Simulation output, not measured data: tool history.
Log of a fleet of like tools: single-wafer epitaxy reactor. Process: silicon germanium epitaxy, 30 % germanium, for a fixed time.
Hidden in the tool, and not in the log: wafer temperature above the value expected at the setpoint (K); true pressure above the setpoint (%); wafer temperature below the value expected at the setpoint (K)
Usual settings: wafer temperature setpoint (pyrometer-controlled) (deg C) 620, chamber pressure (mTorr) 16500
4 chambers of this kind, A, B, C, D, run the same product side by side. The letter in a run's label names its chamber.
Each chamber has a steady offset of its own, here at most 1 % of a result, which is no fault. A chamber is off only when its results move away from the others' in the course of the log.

| run | hour | wafer temperature setpoint (pyrometer-controlled) (deg C) | chamber pressure (mTorr) | hours since the last pyrometer calibration | hours since the last manometer calibration | read-back reference wafer on the same gauge, thickness_nm | mean film thickness on the monitor wafer (nm) |
|---|---|---|---|---|---|---|---|
|  | 4.1 | chamber D: capacitance manometer re-zeroed and calibrated |
| 1A | 4.7 | 620 | 16500 | 1113.3 | 1641.3 | 78.003 | 79.356 |
| 2D | 13.3 | 620 | 16500 | 338.3 | 9.3 | 77.987 | 78.530 |
| 3C | 20.9 | 620 | 16500 | 1431.2 | 97.1 | 78.041 | 77.936 |
| 4B | 29.6 | 620 | 16500 | 1770.5 | 677.2 | 78.024 | 77.194 |
| 5C | 36.4 | 620 | 16500 | 1446.7 | 112.6 | 78.032 | 78.154 |
| 6D | 42.9 | 620 | 16500 | 367.9 | 38.9 | 77.980 | 78.443 |
| 7B | 50.0 | 620 | 16500 | 1790.9 | 697.6 | 78.056 | 77.509 |
| 8A | 56.9 | 620 | 16500 | 1165.5 | 1693.5 | 78.058 | 78.720 |
| 9D | 60.9 | 620 | 16500 | 385.9 | 56.9 | 78.023 | 78.135 |
| 10B | 69.4 | 620 | 16500 | 1810.3 | 717.0 | 77.954 | 76.967 |
| 11C | 77.0 | 620 | 16500 | 1487.3 | 153.2 | 78.019 | 77.370 |
| 12A | 84.7 | 620 | 16500 | 1193.3 | 1721.3 | 77.969 | 78.627 |
| 13A | 93.6 | 620 | 16500 | 1202.2 | 1730.2 | 77.992 | 78.771 |
| 14C | 97.5 | 620 | 16500 | 1507.8 | 173.7 | 77.976 | 77.442 |
|  | 98.0 | chamber A: pyrometer calibrated |
| 15B | 104.8 | 620 | 19100 | 1845.7 | 752.4 | 77.960 | 81.754 |
| 16D | 111.0 | 620 | 19100 | 436.0 | 107.0 | 78.023 | 83.223 |
| 17A | 117.4 | 620 | 19100 | 19.4 | 1754.0 | 77.962 | 82.919 |
| 18D | 121.9 | 620 | 19100 | 446.9 | 117.9 | 77.967 | 82.956 |
| 19C | 127.9 | 620 | 16500 | 1538.2 | 204.1 | 77.973 | 76.554 |
| 20B | 133.3 | 620 | 16500 | 1874.2 | 780.9 | 78.007 | 77.129 |
| 21A | 137.9 | 620 | 16500 | 39.9 | 1774.5 | 78.052 | 78.541 |
| 22D | 144.3 | 620 | 16500 | 469.3 | 140.3 | 77.984 | 78.337 |
| 23C | 151.3 | 620 | 16500 | 1561.6 | 227.5 | 78.023 | 76.249 |
| 24B | 156.8 | 620 | 16500 | 1897.7 | 804.4 | 77.975 | 77.024 |
| 25B | 165.0 | 620 | 16500 | 1905.9 | 812.6 | 77.953 | 76.940 |
| 26D | 169.8 | 620 | 16500 | 494.8 | 165.8 | 77.980 | 78.705 |
| 27A | 175.4 | 620 | 16500 | 77.4 | 1812.0 | 78.023 | 78.712 |
| 28C | 180.0 | 620 | 16500 | 1590.3 | 256.2 | 78.026 | 75.922 |

All 4 chambers run these settings next. Forecast each chamber's results:
| 29A | 186.4 | 620 | 13700 |  |  |  | ? |
| 29B | 186.4 | 620 | 13700 |  |  |  | ? |
| 29C | 186.4 | 620 | 13700 |  |  |  | ? |
| 29D | 186.4 | 620 | 13700 |  |  |  | ? |

| run | mean film thickness on the monitor wafer (nm) |
|---|---|
| 29A | 73.151 |
| 29B | 71.532 |
| 29C | 70.157 |
| 29D | 72.640 |

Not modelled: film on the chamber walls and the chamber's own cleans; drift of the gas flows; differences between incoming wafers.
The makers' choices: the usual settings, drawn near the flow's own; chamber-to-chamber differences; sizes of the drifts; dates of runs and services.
